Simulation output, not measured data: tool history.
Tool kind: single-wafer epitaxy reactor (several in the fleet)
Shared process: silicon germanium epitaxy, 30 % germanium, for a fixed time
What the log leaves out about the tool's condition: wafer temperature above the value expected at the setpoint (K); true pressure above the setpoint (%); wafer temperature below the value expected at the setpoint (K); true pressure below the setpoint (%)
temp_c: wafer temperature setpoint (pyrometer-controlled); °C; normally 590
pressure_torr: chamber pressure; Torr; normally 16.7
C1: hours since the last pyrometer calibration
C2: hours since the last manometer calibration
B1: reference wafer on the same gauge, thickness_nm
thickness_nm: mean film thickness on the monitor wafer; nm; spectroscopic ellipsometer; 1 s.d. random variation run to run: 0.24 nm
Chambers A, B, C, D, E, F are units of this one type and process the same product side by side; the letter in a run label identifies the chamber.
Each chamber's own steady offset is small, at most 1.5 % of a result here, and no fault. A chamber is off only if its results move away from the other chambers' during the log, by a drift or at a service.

Run 1D, day 0.221: usual settings; C1 768.9; C2 1179.1; B1 48.017. Result: thickness_nm 45.914 nm.
Run 2C, day 0.538: usual settings; C1 154.6; C2 1059.3; B1 48.057. Result: thickness_nm 44.757 nm.
Run 3F, day 0.875: usual settings; C1 2143.7; C2 1821.8; B1 48.036. Result: thickness_nm 45.87 nm.
Run 4B, day 1.117: usual settings; C1 1676.6; C2 548.8; B1 48.006. Result: thickness_nm 45.716 nm.
Run 5A, day 1.338: usual settings; C1 786.5; C2 463.2; B1 47.956. Result: thickness_nm 46.362 nm.
Run 6E, day 1.525: usual settings; C1 1900.8; C2 853.9; B1 47.992. Result: thickness_nm 45.665 nm.
Run 7D, day 1.854: usual settings; C1 808.1; C2 1218.3; B1 48.008. Result: thickness_nm 45.72 nm.
Run 8F, day 2.154: usual settings; C1 2174.4; C2 1852.5; B1 48.062. Result: thickness_nm 46.188 nm.
Run 9C, day 2.346: usual settings; C1 198; C2 1102.7; B1 48.012. Result: thickness_nm 45.349 nm.
Run 10E, day 2.554: usual settings but temp_c 595 °C, pressure_torr 19.2 Torr; C1 1925.5; C2 878.6; B1 48.02. Result: thickness_nm 52.604 nm.
Run 11B, day 2.879: usual settings but temp_c 595 °C, pressure_torr 19.2 Torr; C1 1718.9; C2 591.1; B1 48.008. Result: thickness_nm 52.922 nm.
At day 3.125: chamber E: pyrometer calibrated.
Run 12A, day 3.154: usual settings but temp_c 595 °C, pressure_torr 19.2 Torr; C1 830.1; C2 506.8; B1 48.013. Result: thickness_nm 53.994 nm.
Run 13A, day 3.467: usual settings but temp_c 595 °C, pressure_torr 19.2 Torr; C1 837.6; C2 514.3; B1 47.954. Result: thickness_nm 53.997 nm.
Run 14F, day 3.788: usual settings but temp_c 595 °C, pressure_torr 19.2 Torr; C1 2213.6; C2 1891.7; B1 47.996. Result: thickness_nm 53.642 nm.
Run 15B, day 4.1: usual settings but temp_c 595 °C, pressure_torr 19.2 Torr; C1 1748.2; C2 620.4; B1 47.99. Result: thickness_nm 53.355 nm.
Run 16E, day 4.425: usual settings but pressure_torr 20 Torr; C1 31.2; C2 923.5; B1 47.999. Result: thickness_nm 49.371 nm.
At day 4.742: chamber F: pyrometer calibrated.
Run 17C, day 4.754: usual settings but pressure_torr 20 Torr; C1 255.8; C2 1160.5; B1 48.012. Result: thickness_nm 48.404 nm.
Run 18D, day 4.971: usual settings but pressure_torr 20 Torr; C1 882.9; C2 1293.1; B1 48.016. Result: thickness_nm 48.95 nm.
At day 4.979: chamber B: pyrometer calibrated.
Run 19C, day 5.171: usual settings but pressure_torr 20 Torr; C1 265.8; C2 1170.5; B1 48.012. Result: thickness_nm 48.944 nm.
Run 20D, day 5.417: usual settings but pressure_torr 20 Torr; C1 893.6; C2 1303.8; B1 47.96. Result: thickness_nm 48.942 nm.
Run 21A, day 5.75: usual settings but pressure_torr 20 Torr; C1 892.4; C2 569.1; B1 48.014. Result: thickness_nm 49.464 nm.
Run 22E, day 6.046: usual settings; C1 70.1; C2 962.4; B1 47.993. Result: thickness_nm 45.291 nm.
Run 23F, day 6.25: usual settings; C1 36.3; C2 1950.8; B1 48.044. Result: thickness_nm 45.898 nm.
Run 24B, day 6.571: usual settings; C1 38.2; C2 679.7; B1 47.937. Result: thickness_nm 42.792 nm.
Run 25A, day 6.783: usual settings; C1 917.2; C2 593.9; B1 48.004. Result: thickness_nm 46.394 nm.
Run 26B, day 6.954: usual settings; C1 47.4; C2 688.9; B1 48.066. Result: thickness_nm 42.923 nm.
Run 27F, day 7.196: usual settings; C1 59; C2 1973.5; B1 47.953. Result: thickness_nm 46.272 nm.
At day 7.425: chamber D: capacitance manometer re-zeroed and calibrated.
Run 28E, day 7.458: usual settings; C1 104; C2 996.3; B1 47.991. Result: thickness_nm 45.599 nm.
Run 29D, day 7.7: usual settings; C1 948.4; C2 6.7; B1 47.964. Result: thickness_nm 45.192 nm.
Run 30C, day 7.858: usual settings; C1 330.3; C2 1235; B1 47.921. Result: thickness_nm 45.34 nm.
Run 31C, day 8.196: usual settings; C1 338.4; C2 1243.1; B1 47.94. Result: thickness_nm 44.901 nm.
Run 32B, day 8.45: usual settings; C1 83.3; C2 724.8; B1 47.969. Result: thickness_nm 43.074 nm.
Run 33A, day 8.608: usual settings; C1 961; C2 637.7; B1 47.949. Result: thickness_nm 46.133 nm.
Run 34F, day 8.762: usual settings; C1 96.6; C2 2011.1; B1 48.024. Result: thickness_nm 45.642 nm.
Run 35D, day 9.104: usual settings; C1 982.1; C2 40.4; B1 48.029. Result: thickness_nm 45.3 nm.
Run 36E, day 9.421: usual settings; C1 151.1; C2 1043.4; B1 47.982. Result: thickness_nm 45.501 nm.
Run 37E, day 9.688: usual settings but temp_c 584 °C, pressure_torr 18 Torr; C1 157.5; C2 1049.8; B1 48.024. Result: thickness_nm 42.034 nm.
Run 38B, day 9.925: usual settings but temp_c 584 °C, pressure_torr 18 Torr; C1 118.7; C2 760.2; B1 48.01. Result: thickness_nm 39.627 nm.
Run 39A, day 10.242: usual settings but temp_c 584 °C, pressure_torr 18 Torr; C1 1000.2; C2 676.9; B1 48.002. Result: thickness_nm 42.53 nm.
Run 40F, day 10.438: usual settings but temp_c 584 °C, pressure_torr 18 Torr; C1 136.8; C2 2051.3; B1 47.925. Result: thickness_nm 42.665 nm.
Run 41C, day 10.588: usual settings but temp_c 584 °C, pressure_torr 18 Torr; C1 395.8; C2 1300.5; B1 47.981. Result: thickness_nm 41.62 nm.
Run 42D, day 10.871: usual settings but temp_c 584 °C, pressure_torr 18 Torr; C1 1024.5; C2 82.8; B1 47.991. Result: thickness_nm 42.065 nm.
Run 43B, day 11.154: usual settings; C1 148.2; C2 789.7; B1 47.939. Result: thickness_nm 43.334 nm.
Run 44C, day 11.367: usual settings; C1 414.5; C2 1319.2; B1 47.981. Result: thickness_nm 44.991 nm.

Which is it: a chamber that has drifted or been left off by a service, a gauge drift common to all chambers, or only each chamber's usual small offset? If a chamber is off, name it and its likeliest cause.

The work done on chamber B during a service left it standing apart from the others.
Cause: wafer temperature below the value expected at the setpoint (K) = 3.52.

Chamber B could run next with any of the 4 candidate recipes listed below; each alters the usual settings, and their results appear as question marks. Which one brings its results back in line with what the other chambers deliver on the usual settings?
To be in line, a result may differ from the other chambers' mean on the usual settings by at most: thickness_nm 0.84 nm
Run 45B-1, day 11.621: usual settings but temp_c 587 °C, pressure_torr 16.4 Torr. Result: thickness_nm ?.
Run 45B-2, day 11.621: usual settings but temp_c 596 °C, pressure_torr 17.3 Torr. Result: thickness_nm ?.
Run 45B-3, day 11.621: usual settings but pressure_torr 12.2 Torr. Result: thickness_nm ?.
Run 45B-4, day 11.621: usual settings but temp_c 593 °C. Result: thickness_nm ?.

On the usual settings, the other chambers give on average: thickness_nm 45.648 nm
  run  thickness_nm
45B-1        40.285
45B-2         48.63
45B-3        37.847
45B-4        45.371
With 45B-4, the chamber falls back in line with the rest.
